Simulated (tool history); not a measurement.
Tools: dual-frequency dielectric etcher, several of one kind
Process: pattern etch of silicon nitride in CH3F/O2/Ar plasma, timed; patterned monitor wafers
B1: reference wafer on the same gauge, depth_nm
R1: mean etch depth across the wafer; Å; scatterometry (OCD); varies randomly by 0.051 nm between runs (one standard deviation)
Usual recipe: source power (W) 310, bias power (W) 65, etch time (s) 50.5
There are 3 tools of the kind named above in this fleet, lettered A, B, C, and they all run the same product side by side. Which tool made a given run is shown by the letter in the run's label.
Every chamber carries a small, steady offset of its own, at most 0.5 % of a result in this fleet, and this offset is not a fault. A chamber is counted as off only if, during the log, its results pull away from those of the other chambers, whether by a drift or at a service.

Run 1C, day 0.496: usual settings; B1 28.709. Result: R1 309.99 Å.
At day 0.871: chamber A: wet clean of the chamber.
Run 2B, day 0.95: usual settings; B1 28.719. Result: R1 310.55 Å.
At day 1.312: chamber B: bias power generator calibrated.
Run 3A, day 1.371: usual settings; B1 28.73. Result: R1 308.81 Å.
Run 4C, day 1.712: usual settings; B1 28.724. Result: R1 310.64 Å.
Run 5A, day 2.267: usual settings; B1 28.736. Result: R1 308.97 Å.
Run 6B, day 2.767: usual settings; B1 28.753. Result: R1 310.35 Å.
Run 7B, day 3.204: usual settings; B1 28.754. Result: R1 311.68 Å.
Run 8A, day 3.704: usual settings; B1 28.77. Result: R1 310.26 Å.
Run 9C, day 4.225: usual settings; B1 28.779. Result: R1 311.67 Å.
Run 10B, day 4.583: usual settings; B1 28.77. Result: R1 310.23 Å.
Run 11C, day 5.129: usual settings; B1 28.793. Result: R1 310.34 Å.
Run 12A, day 5.604: usual settings; B1 28.805. Result: R1 310.18 Å.
Run 13B, day 5.954: usual settings; B1 28.809. Result: R1 311.77 Å.
Run 14C, day 6.488: usual settings; B1 28.814. Result: R1 311.64 Å.
Run 15A, day 6.833: usual settings but etch time (s) 55.5; B1 28.811. Result: R1 341.42 Å.
Run 16B, day 7.246: usual settings but etch time (s) 55.5; B1 28.825. Result: R1 341.69 Å.
Run 17A, day 7.504: usual settings but etch time (s) 55.5; B1 28.837. Result: R1 341.48 Å.
Run 18C, day 7.946: usual settings; B1 28.835. Result: R1 311.88 Å.
Run 19B, day 8.192: usual settings; B1 28.846. Result: R1 311.22 Å.
Run 20A, day 8.471: usual settings; B1 28.853. Result: R1 309.81 Å.
Run 21C, day 8.829: usual settings; B1 28.859. Result: R1 313.38 Å.
Run 22B, day 9.092: usual settings; B1 28.858. Result: R1 311.8 Å.
Run 23C, day 9.542: usual settings; B1 28.868. Result: R1 311.52 Å.
Run 24A, day 9.871: usual settings; B1 28.874. Result: R1 309.96 Å.
Run 25B, day 10.242: usual settings; B1 28.882. Result: R1 311.02 Å.
Run 26A, day 10.671: usual settings; B1 28.893. Result: R1 310.73 Å.

Is one chamber off against the others, does the gauge drift, or is nothing wrong? If a chamber is off, say which, and what the likeliest cause is.

Every chamber seems to shift together because the gauge that measures them all drifts; the chambers themselves are fine.
What lies behind it: gauge reads high (%) = 0.683.
